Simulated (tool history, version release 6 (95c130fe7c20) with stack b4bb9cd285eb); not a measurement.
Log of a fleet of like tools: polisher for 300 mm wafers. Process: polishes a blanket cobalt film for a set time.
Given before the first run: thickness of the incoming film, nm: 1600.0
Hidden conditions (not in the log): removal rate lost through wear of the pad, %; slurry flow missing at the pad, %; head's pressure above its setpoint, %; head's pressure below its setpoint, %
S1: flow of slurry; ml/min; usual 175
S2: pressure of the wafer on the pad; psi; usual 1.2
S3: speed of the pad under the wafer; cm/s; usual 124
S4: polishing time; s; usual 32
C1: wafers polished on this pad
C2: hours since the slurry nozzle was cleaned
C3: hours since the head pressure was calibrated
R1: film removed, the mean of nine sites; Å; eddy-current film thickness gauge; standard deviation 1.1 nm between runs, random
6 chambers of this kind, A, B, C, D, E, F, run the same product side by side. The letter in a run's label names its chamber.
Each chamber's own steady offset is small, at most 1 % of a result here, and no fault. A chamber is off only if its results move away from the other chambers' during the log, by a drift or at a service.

run     day   S1   S2   S3  S4    C1     C2      C3      R1
      0.054  -- chamber F: worn pad replaced by a new one
 1F   0.425  175  1.2  124  32   116  336.8   551.5  1194.6
 2C   0.758  175  1.2  124  32   903   30.9   823.3  1218.8
      1.033  -- chamber E: worn pad replaced by a new one
 3E   1.071  175  1.2  124  32    12  417.5   328.7  1212.9
 4D   1.312  175  1.2  124  32   743  535.7  1175.8  1200.1
      1.496  -- chamber B: slurry nozzle cleaned
 5B   1.754  175  1.2  124  32   583    6.3   182.3  1190.2
      2.042  -- chamber C: worn pad replaced by a new one
 6A   2.138  175  1.2  124  32  1031  585.4   298.8  1207.1
      2.304  -- chamber D: worn pad replaced by a new one
 7F   2.492  175  1.2  124  32   765  386.4   601.1  1173.6
      2.804  -- chamber F: worn pad replaced by a new one
 8A   2.892  175  1.2  124  32  1268  603.5   316.9  1174.2
      2.917  -- chamber B: worn pad replaced by a new one
      3.096  -- chamber A: slurry nozzle cleaned
 9E   3.321  175  1.2  124  32   717  471.5   382.7  1208.1
      3.704  -- chamber E: worn pad replaced by a new one
10B   3.796  175  1.2  124  32   276   55.3   231.3  1202.6
      4.017  -- chamber F: head pressure recalibrated
11C   4.108  175  1.2  124  32   648  111.3   903.7  1210.9
12D   4.325  155  1.1  124  32   635    608  1248.1  1088.3
13D   4.654  155  1.1  124  32   738  615.9    1256  1071.7
14C   4.908  155  1.1  124  32   899  130.5   922.9  1113.5
15E   5.371  155  1.1  124  32   524  520.7   431.9  1082.4
      5.379  -- chamber F: worn pad replaced by a new one
      5.429  -- chamber B: worn pad replaced by a new one
      5.462  -- chamber D: worn pad replaced by a new one
16F     5.7  155  1.1  124  32   101  463.4    40.5  1080.8
17A   6.133  155  1.1  124  32  2285     73   394.7  1053.8
18B   6.408  175  1.2  124  32   307    118     294  1207.4
       6.45  -- chamber D: head pressure recalibrated
      6.575  -- chamber D: slurry nozzle cleaned
19D   6.625  175  1.2  124  32   365    1.3     4.3    1200
      6.679  -- chamber E: worn pad replaced by a new one
      6.758  -- chamber C: worn pad replaced by a new one
20C   6.846  175  1.2  124  32    28    177   969.4  1196.8
21E   7.321  175  1.2  124  32   202  567.5   478.7  1208.1
22B   7.538  175  1.2  124  32   662  145.1   321.1    1199
      7.588  -- chamber B: head pressure recalibrated
23A   7.975  175  1.2  124  32  2863  117.2   438.9    1145
      8.117  -- chamber F: worn pad replaced by a new one
      8.258  -- chamber F: slurry nozzle cleaned
      8.321  -- chamber B: worn pad replaced by a new one
24F   8.371  175  1.2  124  32    80    2.8   104.6  1187.5
      8.629  -- chamber D: worn pad replaced by a new one
25D   8.629  175  1.2  124  32     0   49.4    52.4  1212.8
26C   9.088  175  1.2  124  32   731  230.8  1023.2  1207.9
      9.271  -- chamber E: worn pad replaced by a new one
27B   9.308  175  1.2  124  32   310  187.6    41.3  1179.3
28A   9.654  175  1.2  124  32  3389  157.5   479.2  1130.9
29E   9.962  175  1.2  124  32   218  630.9   542.1  1205.6
     10.067  -- chamber E: slurry nozzle cleaned
30F  10.308  175  1.2  124  32   688   49.3   151.1  1181.8
31F  10.792  175  1.2  124  32   839   60.9   162.7  1189.9
     10.946  -- chamber C: worn pad replaced by a new one
     10.988  -- chamber F: worn pad replaced by a new one
32D  11.204  175  1.2  124  32   808  111.2   114.2  1200.2
     11.388  -- chamber B: worn pad replaced by a new one
33C  11.662  175  1.2  124  32   225  292.6    1085  1217.8
34E  11.971  175  1.2  124  32   848   45.7   590.3  1199.5
35A  12.246  175  1.2  124  32  4202  219.7   541.4  1116.1
     12.317  -- chamber D: worn pad replaced by a new one
36B  12.458  175  1.2  124  32   336  263.2   116.9  1190.2
     12.517  -- chamber E: worn pad replaced by a new one
37E  12.838  195  1.2  124  32   101   66.5   611.1  1211.4
38F  13.083  195  1.2  124  32   658  115.9   217.7  1225.1
39C  13.338  195  1.2  124  32   751  332.8  1125.2  1240.5
40A  13.562  195  1.2  124  32  4615  251.3     573  1120.4
41D  13.846  195  1.2  124  32   479  174.6   177.6    1208
     14.017  -- chamber B: worn pad replaced by a new one
42B  14.325  195  1.2  124  32    97    308   161.7  1197.5
43E  14.683  175  1.2  124  32   680  110.8   655.4  1199.3

Each of the 6 chambers runs these same settings next. Fill in every chamber's results:
44A  15.033  230  1.2  124  32               ?
44B  15.033  230  1.2  124  32               ?
44C  15.033  230  1.2  124  32               ?
44D  15.033  230  1.2  124  32               ?
44E  15.033  230  1.2  124  32               ?
44F  15.033  230  1.2  124  32               ?

run      R1
44A  1149.8
44B  1238.1
44C  1237.2
44D  1250.2
44E  1240.1
44F  1224.7
